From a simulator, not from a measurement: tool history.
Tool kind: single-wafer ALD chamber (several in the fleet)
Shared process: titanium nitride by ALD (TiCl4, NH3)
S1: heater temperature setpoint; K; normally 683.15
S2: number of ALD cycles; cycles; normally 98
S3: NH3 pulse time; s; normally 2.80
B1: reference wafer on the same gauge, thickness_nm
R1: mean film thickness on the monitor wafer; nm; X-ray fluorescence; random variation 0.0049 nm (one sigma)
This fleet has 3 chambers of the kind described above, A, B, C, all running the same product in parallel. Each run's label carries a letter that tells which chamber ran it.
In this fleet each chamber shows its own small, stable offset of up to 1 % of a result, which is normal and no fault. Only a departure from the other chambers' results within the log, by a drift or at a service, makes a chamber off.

run 1B hour=3.1 | S1=683.15 S2=98 S3=2.80 | B1=1.7896 | R1=2.2137
run 2A hour=7.1 | S1=683.15 S2=98 S3=2.80 | B1=1.7902 | R1=2.1900
run 3C hour=10.8 | S1=683.15 S2=98 S3=2.80 | B1=1.7896 | R1=2.1713
run 4C hour=14.7 | S1=683.15 S2=98 S3=2.80 | B1=1.7909 | R1=2.1772
run 5A hour=19.4 | S1=669.15 S2=98 S3=1.79 | B1=1.7905 | R1=2.1334
run 6B hour=23.8 | S1=669.15 S2=98 S3=1.79 | B1=1.7894 | R1=2.1661
run 7C hour=27.6 | S1=669.15 S2=98 S3=1.79 | B1=1.7893 | R1=2.1209
run 8A hour=32.4 | S1=683.15 S2=98 S3=2.80 | B1=1.7896 | R1=2.1878
run 9B hour=35.1 | S1=683.15 S2=98 S3=2.80 | B1=1.7893 | R1=2.2080
run 10B hour=38.9 | S1=683.15 S2=98 S3=2.80 | B1=1.7902 | R1=2.2098
run 11C hour=42.1 | S1=689.15 S2=98 S3=1.97 | B1=1.7893 | R1=2.1574
run 12A hour=44.7 | S1=689.15 S2=98 S3=1.97 | B1=1.7897 | R1=2.1582
run 13C hour=48.4 | S1=689.15 S2=98 S3=1.97 | B1=1.7891 | R1=2.1554
run 14A hour=53.7 | S1=683.15 S2=98 S3=2.80 | B1=1.7911 | R1=2.1843
run 15B hour=56.3 | S1=683.15 S2=98 S3=2.80 | B1=1.7902 | R1=2.2141
run 16C hour=60.4 | S1=683.15 S2=98 S3=2.80 | B1=1.7898 | R1=2.1760
-- hour=63.1 chamber B: thermocouple changed; heater temperature recalibrated
run 17A hour=65.9 | S1=683.15 S2=98 S3=2.80 | B1=1.7905 | R1=2.1823
run 18B hour=70.7 | S1=683.15 S2=98 S3=2.80 | B1=1.7886 | R1=2.2084
run 19C hour=73.4 | S1=683.15 S2=98 S3=2.80 | B1=1.7898 | R1=2.1855
run 20A hour=78.4 | S1=683.15 S2=98 S3=2.80 | B1=1.7901 | R1=2.1892
run 21B hour=83.3 | S1=683.15 S2=98 S3=2.80 | B1=1.7898 | R1=2.2032
run 22C hour=87.5 | S1=683.15 S2=98 S3=2.80 | B1=1.7900 | R1=2.1734
run 23B hour=92.7 | S1=683.15 S2=98 S3=2.80 | B1=1.7889 | R1=2.2097
run 24A hour=97.5 | S1=683.15 S2=98 S3=2.80 | B1=1.7917 | R1=2.1856
run 25B hour=102.2 | S1=683.15 S2=98 S3=2.80 | B1=1.7912 | R1=2.2062
run 26A hour=107.5 | S1=683.15 S2=98 S3=2.80 | B1=1.7891 | R1=2.1838
run 27C hour=111.0 | S1=683.15 S2=98 S3=2.80 | B1=1.7904 | R1=2.1783
run 28A hour=114.9 | S1=683.15 S2=98 S3=2.80 | B1=1.7902 | R1=2.1841
run 29B hour=117.6 | S1=683.15 S2=98 S3=2.80 | B1=1.7904 | R1=2.2092
run 30C hour=121.7 | S1=683.15 S2=98 S3=2.80 | B1=1.7897 | R1=2.1756
run 31C hour=124.5 | S1=683.15 S2=98 S3=2.80 | B1=1.7896 | R1=2.1819
run 32A hour=128.5 | S1=683.15 S2=98 S3=2.80 | B1=1.7905 | R1=2.1815
run 33B hour=131.8 | S1=683.15 S2=92 S3=2.04 | B1=1.7902 | R1=2.0461
run 34C hour=135.4 | S1=683.15 S2=92 S3=2.04 | B1=1.7896 | R1=2.0217
run 35B hour=139.7 | S1=683.15 S2=92 S3=2.04 | B1=1.7903 | R1=2.0568
run 36A hour=144.9 | S1=683.15 S2=98 S3=2.80 | B1=1.7906 | R1=2.1866
run 37C hour=147.3 | S1=683.15 S2=98 S3=2.80 | B1=1.7905 | R1=2.1753

Read the log: is a single chamber off, either drifting away or since a service, is the gauge that measures every chamber drifting, or is nothing wrong beyond small per-chamber offsets? Name any odd chamber and what most likely caused it.

The fleet is healthy, with each chamber sitting at its usual small offset and no drift in the gauge.
